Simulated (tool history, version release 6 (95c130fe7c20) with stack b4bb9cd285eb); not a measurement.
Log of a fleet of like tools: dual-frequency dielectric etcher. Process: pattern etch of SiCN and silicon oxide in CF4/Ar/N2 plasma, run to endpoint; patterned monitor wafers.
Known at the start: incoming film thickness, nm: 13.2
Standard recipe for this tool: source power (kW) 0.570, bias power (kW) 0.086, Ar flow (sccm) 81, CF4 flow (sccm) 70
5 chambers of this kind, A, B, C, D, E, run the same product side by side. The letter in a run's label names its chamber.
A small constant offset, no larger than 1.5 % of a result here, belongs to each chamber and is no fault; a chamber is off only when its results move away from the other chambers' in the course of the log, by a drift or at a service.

run,hour,source power (kW),bias power (kW),Ar flow (sccm),CF4 flow (sccm),hours since the last wet clean,hours since the last source power generator calibration,hours since the last bias power generator calibration,hours since the last Ar flow controller change,hours since the last CF4 flow controller change,endpoint time (s)
1A,3.6,0.570,0.086,81,70,320.7,1092.9,2562.2,1240.9,2050.9,11.271
2C,7.4,0.570,0.086,81,70,252.5,173.7,1581.8,3542.2,3432.3,11.544
3D,9.8,0.570,0.086,81,70,416.6,2008.0,409.3,839.1,685.3,11.334
4B,13.9,0.570,0.086,81,70,150.5,89.7,1969.4,1358.4,1264.3,11.390
5E,16.6,0.570,0.086,81,70,152.0,484.2,1168.7,2367.2,1180.4,11.318
6E,20.0,0.570,0.086,81,70,155.4,487.6,1172.1,2370.6,1183.8,11.250
7C,23.8,0.570,0.086,71,70,268.9,190.1,1598.2,3558.6,3448.7,11.220
8D,27.9,0.570,0.086,71,70,434.7,2026.1,427.4,857.2,703.4,11.308
9B,31.0,0.570,0.086,71,70,167.6,106.8,1986.5,1375.5,1281.4,11.017
10A,33.5,0.570,0.086,71,70,350.6,1122.8,2592.1,1270.8,2080.8,11.125
11C,37.5,0.570,0.086,71,70,282.6,203.8,1611.9,3572.3,3462.4,11.232
12E,42.7,0.570,0.086,81,70,178.1,510.3,1194.8,2393.3,1206.5,11.291
13B,45.3,0.570,0.086,81,70,181.9,121.1,2000.8,1389.8,1295.7,11.411
14A,49.6,0.570,0.086,81,70,366.7,1138.9,2608.2,1286.9,2096.9,11.456
15D,54.5,0.570,0.086,81,70,461.3,2052.7,454.0,883.8,730.0,11.362
16E,59.1,0.570,0.086,81,70,194.5,526.7,1211.2,2409.7,1222.9,11.369
17D,62.9,0.570,0.086,81,70,469.7,2061.1,462.4,892.2,738.4,11.420
18A,67.9,0.570,0.086,81,70,385.0,1157.2,2626.5,1305.2,2115.2,11.325
19B,72.6,0.570,0.086,81,70,209.2,148.4,2028.1,1417.1,1323.0,11.282
20C,77.1,0.570,0.086,81,70,322.2,243.4,1651.5,3611.9,3502.0,11.621
21E,81.3,0.570,0.086,81,70,216.7,548.9,1233.4,2431.9,1245.1,11.126
22A,84.6,0.570,0.086,81,70,401.7,1173.9,2643.2,1321.9,2131.9,11.294
23D,89.5,0.570,0.101,81,83,496.3,2087.7,489.0,918.8,765.0,10.520
24C,92.7,0.570,0.101,81,83,337.8,259.0,1667.1,3627.5,3517.6,10.700
25B,97.3,0.570,0.101,81,83,233.9,173.1,2052.8,1441.8,1347.7,10.487
26B,102.6,0.570,0.101,81,83,239.2,178.4,2058.1,1447.1,1353.0,10.557
27C,107.7,0.570,0.101,81,83,352.8,274.0,1682.1,3642.5,3532.6,10.628
28A,112.4,0.570,0.086,81,70,429.5,1201.7,2671.0,1349.7,2159.7,11.219
29D,117.6,0.570,0.086,81,70,524.4,2115.8,517.1,946.9,793.1,11.293
30E,122.6,0.570,0.086,81,70,258.0,590.2,1274.7,2473.2,1286.4,11.064
31A,125.8,0.570,0.086,81,70,442.9,1215.1,2684.4,1363.1,2173.1,11.207
32B,131.3,0.570,0.086,81,70,267.9,207.1,2086.8,1475.8,1381.7,11.335
33C,136.7,0.570,0.086,81,70,381.8,303.0,1711.1,3671.5,3561.6,11.474
34D,142.1,0.570,0.086,81,70,548.9,2140.3,541.6,971.4,817.6,11.372
35E,145.9,0.570,0.086,81,70,281.3,613.5,1298.0,2496.5,1309.7,10.826
36C,150.0,0.570,0.086,81,70,395.1,316.3,1724.4,3684.8,3574.9,11.580
# hour 152.1: chamber D: wet clean of the chamber
37B,154.5,0.570,0.086,81,70,291.1,230.3,2110.0,1499.0,1404.9,11.310
38E,158.7,0.570,0.086,81,70,294.1,626.3,1310.8,2509.3,1322.5,10.858
39A,161.7,0.570,0.086,81,70,478.8,1251.0,2720.3,1399.0,2209.0,11.368
40D,167.1,0.570,0.086,81,70,15.1,2165.3,566.6,996.4,842.6,11.365

Is one chamber out of step, is the gauge drifting, or do the chambers differ by no more than their own small offsets? For an off chamber, give its letter and the likeliest cause.

Little by little, chamber E moves away from the other chambers.
Likeliest cause: source power that arrives over what is set, % = 5.16.
It could be hard to tell apart here from: etch rate over this chamber's usual, %.

Below are 4 candidate recipes for chamber E's next run, each the usual settings with a change, their results shown as question marks. Which of them brings E's results back in line with what the other chambers give on the usual settings?
Allowed miss from the other chambers' usual-settings mean, per result, to count as in line: endpoint time (s) 0.2300
41E-1,171.0,0.540,0.086,82,69,,,,,,?
41E-2,171.0,0.510,0.082,81,69,,,,,,?
41E-3,171.0,0.570,0.086,67,83,,,,,,?
41E-4,171.0,0.630,0.090,80,71,,,,,,?

On the usual settings, the other chambers give on average: endpoint time (s) 11.3920
run,endpoint time (s)
41E-1,11.3920
41E-2,12.1420
41E-3,10.3450
41E-4,9.7421
41E-1 brings the chamber back in line.
